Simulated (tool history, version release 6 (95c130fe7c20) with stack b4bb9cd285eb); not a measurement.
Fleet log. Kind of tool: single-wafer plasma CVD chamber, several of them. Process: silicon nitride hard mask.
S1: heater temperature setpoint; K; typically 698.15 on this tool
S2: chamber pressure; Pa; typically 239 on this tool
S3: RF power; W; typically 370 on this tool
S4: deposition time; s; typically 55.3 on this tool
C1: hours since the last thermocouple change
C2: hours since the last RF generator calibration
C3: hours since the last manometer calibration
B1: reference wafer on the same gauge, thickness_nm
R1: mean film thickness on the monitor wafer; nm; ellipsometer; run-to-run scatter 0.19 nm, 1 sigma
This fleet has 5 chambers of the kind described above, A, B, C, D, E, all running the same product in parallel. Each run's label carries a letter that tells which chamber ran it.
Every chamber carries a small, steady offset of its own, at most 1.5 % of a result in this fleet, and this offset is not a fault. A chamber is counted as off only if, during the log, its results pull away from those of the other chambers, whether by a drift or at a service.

Run 1E, hour 9.2: usual settings; C1 166.4; C2 1000.8; C3 2104.4; B1 87.006. Result: R1 73.074 nm.
Run 2D, hour 19.0: usual settings; C1 1604.9; C2 211.6; C3 1099.2; B1 86.995. Result: R1 74.425 nm.
Run 3B, hour 24.2: usual settings; C1 296.7; C2 287.1; C3 2169.8; B1 86.997. Result: R1 73.599 nm.
Run 4C, hour 32.9: usual settings; C1 273.1; C2 607.6; C3 1405.1; B1 86.983. Result: R1 74.479 nm.
Run 5A, hour 43.2: usual settings; C1 921.9; C2 1035.5; C3 103.4; B1 86.990. Result: R1 73.946 nm.
Run 6B, hour 53.2: usual settings; C1 325.7; C2 316.1; C3 2198.8; B1 86.992. Result: R1 73.560 nm.
Run 7A, hour 61.3: usual settings; C1 940.0; C2 1053.6; C3 121.5; B1 86.993. Result: R1 73.809 nm.
Run 8C, hour 67.6: usual settings; C1 307.8; C2 642.3; C3 1439.8; B1 86.954. Result: R1 74.141 nm.
Run 9E, hour 74.1: usual settings; C1 231.3; C2 1065.7; C3 2169.3; B1 86.985. Result: R1 73.221 nm.
At hour 79.6: chamber D: thermocouple changed; heater temperature recalibrated.
Run 10D, hour 86.2: usual settings but S2 188 Pa; C1 6.7; C2 278.8; C3 1166.4; B1 87.031. Result: R1 69.084 nm.
Run 11B, hour 93.1: usual settings but S2 188 Pa; C1 365.6; C2 356.0; C3 2238.7; B1 86.976. Result: R1 68.838 nm.
Run 12C, hour 103.6: usual settings but S2 188 Pa; C1 343.8; C2 678.3; C3 1475.8; B1 86.966. Result: R1 69.345 nm.
At hour 105.5: chamber A: RF generator calibrated.
Run 13A, hour 111.9: usual settings but S2 188 Pa; C1 990.6; C2 6.5; C3 172.1; B1 87.012. Result: R1 68.988 nm.
Run 14D, hour 119.3: usual settings but S2 188 Pa; C1 39.8; C2 311.9; C3 1199.5; B1 86.964. Result: R1 69.946 nm.
Run 15E, hour 129.3: usual settings; C1 286.5; C2 1120.9; C3 2224.5; B1 87.033. Result: R1 73.024 nm.
Run 16C, hour 136.3: usual settings but S1 687.15 K, S3 310 W; C1 376.5; C2 711.0; C3 1508.5; B1 86.954. Result: R1 66.919 nm.
Run 17A, hour 147.5: usual settings but S1 687.15 K, S3 310 W; C1 1026.2; C2 42.1; C3 207.7; B1 86.989. Result: R1 66.686 nm.
Run 18B, hour 153.2: usual settings but S1 687.15 K, S3 310 W; C1 425.7; C2 416.1; C3 2298.8; B1 86.984. Result: R1 66.261 nm.
Run 19D, hour 163.7: usual settings but S1 687.15 K, S3 310 W; C1 84.2; C2 356.3; C3 1243.9; B1 86.979. Result: R1 67.335 nm.
Run 20E, hour 174.6: usual settings but S1 687.15 K, S3 310 W; C1 331.8; C2 1166.2; C3 2269.8; B1 86.979. Result: R1 66.120 nm.
Run 21D, hour 183.8: usual settings; C1 104.3; C2 376.4; C3 1264.0; B1 87.012. Result: R1 74.622 nm.
Run 22C, hour 195.1: usual settings; C1 435.3; C2 769.8; C3 1567.3; B1 87.030. Result: R1 74.253 nm.
At hour 201.0: chamber B: capacitance manometer re-zeroed and calibrated.
Run 23B, hour 202.8: usual settings; C1 475.3; C2 465.7; C3 1.9; B1 86.995. Result: R1 73.758 nm.
Run 24A, hour 209.0: usual settings; C1 1087.7; C2 103.6; C3 269.2; B1 87.051. Result: R1 73.935 nm.
Run 25E, hour 219.7: usual settings; C1 376.9; C2 1211.3; C3 2314.9; B1 86.976. Result: R1 73.546 nm.
Run 26D, hour 229.4: usual settings; C1 149.9; C2 422.0; C3 1309.6; B1 87.002. Result: R1 74.589 nm.
Run 27C, hour 235.2: usual settings; C1 475.4; C2 809.9; C3 1607.4; B1 86.931. Result: R1 74.562 nm.
Run 28E, hour 246.0: usual settings; C1 403.2; C2 1237.6; C3 2341.2; B1 86.960. Result: R1 73.290 nm.
Run 29A, hour 253.9: usual settings; C1 1132.6; C2 148.5; C3 314.1; B1 87.013. Result: R1 74.009 nm.
Run 30B, hour 259.8: usual settings; C1 532.3; C2 522.7; C3 58.9; B1 87.026. Result: R1 73.898 nm.
Run 31B, hour 271.3: usual settings; C1 543.8; C2 534.2; C3 70.4; B1 86.975. Result: R1 73.640 nm.
Run 32E, hour 278.4: usual settings; C1 435.6; C2 1270.0; C3 2373.6; B1 86.985. Result: R1 73.440 nm.
Run 33C, hour 287.3: usual settings but S2 261 Pa; C1 527.5; C2 862.0; C3 1659.5; B1 87.001. Result: R1 76.058 nm.
Run 34A, hour 296.2: usual settings but S2 261 Pa; C1 1174.9; C2 190.8; C3 356.4; B1 86.945. Result: R1 75.755 nm.
At hour 299.8: chamber E: RF generator calibrated.
Run 35D, hour 303.3: usual settings but S2 261 Pa; C1 223.8; C2 495.9; C3 1383.5; B1 86.998. Result: R1 76.214 nm.
Run 36C, hour 309.8: usual settings but S2 261 Pa; C1 550.0; C2 884.5; C3 1682.0; B1 87.015. Result: R1 76.362 nm.
Run 37D, hour 318.2: usual settings but S2 261 Pa; C1 238.7; C2 510.8; C3 1398.4; B1 87.020. Result: R1 76.348 nm.
Run 38B, hour 323.9: usual settings; C1 596.4; C2 586.8; C3 123.0; B1 87.030. Result: R1 73.796 nm.
Run 39A, hour 334.3: usual settings; C1 1213.0; C2 228.9; C3 394.5; B1 87.004. Result: R1 73.967 nm.
Run 40E, hour 342.0: usual settings; C1 499.2; C2 42.2; C3 2437.2; B1 87.019. Result: R1 73.016 nm.
Run 41D, hour 347.9: usual settings; C1 268.4; C2 540.5; C3 1428.1; B1 87.035. Result: R1 74.573 nm.
Run 42B, hour 358.8: usual settings; C1 631.3; C2 621.7; C3 157.9; B1 86.975. Result: R1 73.474 nm.
Run 43E, hour 367.0: usual settings; C1 524.2; C2 67.2; C3 2462.2; B1 86.957. Result: R1 73.374 nm.

Predict what each chamber gives when all 5 of them run the settings below next.
Run 44A, hour 375.7: usual settings. Result: R1 ?.
Run 44B, hour 375.7: usual settings. Result: R1 ?.
Run 44C, hour 375.7: usual settings. Result: R1 ?.
Run 44D, hour 375.7: usual settings. Result: R1 ?.
Run 44E, hour 375.7: usual settings. Result: R1 ?.

run      R1
44A  73.776
44B  73.383
44C  74.321
44D  74.399
44E  73.311
